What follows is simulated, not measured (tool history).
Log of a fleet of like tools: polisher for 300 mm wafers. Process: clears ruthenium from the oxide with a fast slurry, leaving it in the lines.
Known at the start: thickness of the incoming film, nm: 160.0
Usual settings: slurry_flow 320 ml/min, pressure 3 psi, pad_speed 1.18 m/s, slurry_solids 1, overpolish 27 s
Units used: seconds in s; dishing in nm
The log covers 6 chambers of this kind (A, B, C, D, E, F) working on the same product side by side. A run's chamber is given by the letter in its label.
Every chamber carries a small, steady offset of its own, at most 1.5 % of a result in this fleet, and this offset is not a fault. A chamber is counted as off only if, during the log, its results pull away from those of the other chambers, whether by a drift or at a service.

run	hour	slurry_flow	pressure	pad_speed	slurry_solids	overpolish	seconds	dishing
1A	5.2	320	3	1.18	1	27	25.131	111.48
# hour 5.6: chamber C: worn pad replaced by a new one
2C	8	320	3	1.18	1	27	25.639	110.04
3B	12.6	320	3	1.18	1	27	24.924	112.12
# hour 16.9: chamber A: worn pad replaced by a new one
4D	17	320	3	1.18	1	27	25.172	113.64
# hour 19.5: chamber F: worn pad replaced by a new one
5E	22	320	3	1.18	1	27	25.716	112.73
6F	26.6	320	3	1.18	1	27	25.155	112.35
7F	31.6	320	3	1.18	1	27	25.062	111.17
# hour 37.2: chamber E: worn pad replaced by a new one
8D	37.2	320	3	1.04	1	27	29.035	103.42
9A	42.8	320	3	1.04	1	27	29.135	101.63
# hour 43.8: chamber D: worn pad replaced by a new one
# hour 47.1: chamber B: worn pad replaced by a new one
10E	48	320	3	1.04	1	27	28.995	104.62
# hour 50: chamber C: worn pad replaced by a new one
11C	53.6	320	3	1.04	1	27	28.405	104.28
12B	58	320	3	1.04	1	27	28.458	103.11
13A	62.5	320	3	1.04	1	27	29.36	102.94
14D	66.1	320	3.7	1.04	1	27	23.285	119.01
# hour 67.7: chamber E: slurry blender recalibrated
# hour 68.5: chamber C: slurry blender recalibrated
15E	69.7	320	3.7	1.04	1	27	23.025	121.68
16F	75.2	320	3.7	1.04	1	27	22.741	116.27
# hour 77.3: chamber A: worn pad replaced by a new one
17B	80	320	3.7	1.04	1	27	23.655	120.08
18C	83.3	320	3.7	1.04	1	27	23.166	116.25
19E	88.2	320	3.7	1.04	1	27	23.655	118.34
# hour 92.8: chamber F: worn pad replaced by a new one
# hour 93.5: chamber E: worn pad replaced by a new one
20D	93.8	320	3	1.18	1	27	25.549	113.95
# hour 97.7: chamber C: worn pad replaced by a new one
21B	98.4	320	3	1.18	1	27	25.55	111.19
22A	103.3	320	3	1.18	1	27	25.583	108.49
23F	106.6	320	3	0.96	0.8	27	33.721	89.181
24C	111.5	320	3	0.96	0.8	27	34.131	86.767
25A	115.6	320	3	0.96	0.8	27	34.405	90.871
26E	120.9	320	3	0.96	0.8	27	34.66	89.824
# hour 121.9: chamber B: worn pad replaced by a new one
# hour 123.2: chamber D: worn pad replaced by a new one
27B	124.2	320	3	0.96	0.8	27	34.861	89.585
# hour 124.3: chamber F: slurry blender recalibrated
28D	129.1	320	3	0.96	0.8	27	33.531	88.612
# hour 133.2: chamber A: slurry blender recalibrated
29F	134	320	3	1.18	1	27	24.978	111.89
# hour 137.1: chamber F: head pressure recalibrated
30C	139	320	3	1.18	1	27	25.386	111.24
# hour 140.4: chamber A: worn pad replaced by a new one
# hour 143.2: chamber E: worn pad replaced by a new one
31E	143.5	320	3	1.18	1	27	25.49	112.28
# hour 145.1: chamber C: worn pad replaced by a new one
32B	147.4	320	3	1.18	1	27	24.996	109.75
33D	151.5	320	3	1.18	1	27	24.8	112.7
34A	155.3	350	3	0.84	1	27	36.385	87.086
35F	158.6	350	3	0.84	1	27	34.563	86.12
36C	163	350	3	0.84	1	27	35.67	86.432
37B	167.7	350	3	0.84	1	27	34.65	86.849

All chambers now run identical settings, listed one chamber a line with results as question marks. What results will each chamber show?
38A	171.9	320	3	1.18	1	27	?	?
38B	171.9	320	3	1.18	1	27	?	?
38C	171.9	320	3	1.18	1	27	?	?
38D	171.9	320	3	1.18	1	27	?	?
38E	171.9	320	3	1.18	1	27	?	?
38F	171.9	320	3	1.18	1	27	?	?

run	seconds	dishing
38A	25.924	111.77
38B	26.06	111.38
38C	24.635	108.74
38D	24.774	110.39
38E	25.613	113.29
38F	24.631	110.49

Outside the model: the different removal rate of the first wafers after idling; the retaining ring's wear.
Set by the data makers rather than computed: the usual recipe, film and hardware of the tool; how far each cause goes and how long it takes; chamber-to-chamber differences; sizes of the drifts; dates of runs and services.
